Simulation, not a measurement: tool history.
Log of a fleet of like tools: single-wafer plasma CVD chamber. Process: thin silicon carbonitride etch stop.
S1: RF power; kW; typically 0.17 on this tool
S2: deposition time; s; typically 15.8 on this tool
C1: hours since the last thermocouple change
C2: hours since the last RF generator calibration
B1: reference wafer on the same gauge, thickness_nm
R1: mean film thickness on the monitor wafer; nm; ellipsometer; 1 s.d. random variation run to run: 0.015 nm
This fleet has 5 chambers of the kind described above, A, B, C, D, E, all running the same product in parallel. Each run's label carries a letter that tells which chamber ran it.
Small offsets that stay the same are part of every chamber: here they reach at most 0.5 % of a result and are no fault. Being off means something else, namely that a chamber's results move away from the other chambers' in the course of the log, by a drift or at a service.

run    day    S1    S2      C1      C2      B1      R1
 1E  0.204  0.17  15.8   136.9  1882.8  8.9027  8.5758
 2A  0.358  0.17  15.8   351.8     184  8.9034  8.5348
 3B  0.504  0.17  15.8  1756.4   993.3  8.9014  8.5815
 4D  0.633  0.17  15.8  1032.8    55.4  8.9056  8.5943
 5C  0.867  0.17  15.8    1773  1471.5  8.9071  8.5755
 6C  1.104  0.17  15.8  1778.7  1477.2  8.9078  8.5405
 7B  1.267  0.17  15.8  1774.7  1011.6  8.9138  8.5797
 8A  1.396  0.17  15.8   376.7   208.9  8.9136  8.5618
 9E  1.588  0.15  15.8   170.1    1916  8.9122  8.2598
10D  1.762  0.15  15.8  1059.9    82.5  8.9108  8.2633
11C  1.912  0.15  15.8  1798.1  1496.6   8.912  8.2577
12A  2.154  0.15  15.8   394.9   227.1  8.9158  8.2565
13D  2.342  0.15  15.8  1073.8    96.4  8.9176  8.2935
14E  2.579  0.17  15.8   193.9  1939.8  8.9225  8.5785
15B  2.783  0.17  15.8  1811.1    1048  8.9188  8.6078
16E  2.938  0.17  15.8   202.5  1948.4  8.9222  8.5783
17B  3.146  0.17  15.8  1819.8  1056.7  8.9272  8.5982
18C  3.367  0.17  15.8    1833  1531.5  8.9243   8.568
19D  3.542  0.17  15.8  1102.6   125.2  8.9298  8.5811
20A  3.775  0.17  15.8   433.8     266  8.9295  8.5711
21E  3.988  0.17  15.8   227.7  1973.6  8.9351  8.5681
22C  4.112  0.17  15.8  1850.9  1549.4  8.9295  8.5674
23B  4.329  0.17  15.8  1848.2  1085.1  8.9326  8.6221
24A  4.492  0.17  15.8     451   283.2  8.9357  8.5605
25D  4.617  0.17  15.8  1128.4     151  8.9355  8.5955
26B  4.775  0.17  15.8  1858.9  1095.8  8.9336  8.6332
27C  4.983  0.17  15.8  1871.8  1570.3  8.9367  8.5496
28E  5.154  0.17  15.8   255.7  2001.6  8.9421  8.5841
29A  5.367  0.17  15.8     472   304.2  8.9429  8.5591
30D  5.521  0.17  15.8  1150.1   172.7  8.9423  8.6074
31B  5.771  0.17  15.8  1882.8  1119.7    8.95  8.6371
32C  5.917  0.17  15.8  1894.2  1592.7  8.9468  8.5945
33E  6.021  0.17  15.8   276.5  2022.4  8.9458   8.596
34A  6.267  0.17  15.8   493.6   325.8  8.9499  8.5538
35D  6.467  0.17  15.8  1172.8   195.4  8.9511  8.6241
36C  6.629  0.17  15.8  1911.3  1609.8  8.9547  8.6025
37B  6.825  0.17  15.8  1908.1    1145  8.9526  8.6417
38D  7.033  0.17  15.8  1186.4     209  8.9532  8.5986
39E  7.221  0.17  15.8   305.3  2051.2  8.9562  8.6235
40A  7.412  0.17  15.8   521.1   353.3  8.9596  8.6013
41A  7.633  0.17  15.8   526.4   358.6  8.9588  8.5911
42E  7.808  0.17  15.8   319.4  2065.3  8.9606  8.6128
43D   7.95  0.17  15.8  1208.4     231  8.9616  8.6445

All 5 chambers run these settings next. Forecast each chamber's results:
44A  8.125  0.17  15.8               ?
44B  8.125  0.17  15.8               ?
44C  8.125  0.17  15.8               ?
44D  8.125  0.17  15.8               ?
44E  8.125  0.17  15.8               ?

run      R1
44A  8.5956
44B  8.6341
44C  8.5865
44D  8.5911
44E  8.6154

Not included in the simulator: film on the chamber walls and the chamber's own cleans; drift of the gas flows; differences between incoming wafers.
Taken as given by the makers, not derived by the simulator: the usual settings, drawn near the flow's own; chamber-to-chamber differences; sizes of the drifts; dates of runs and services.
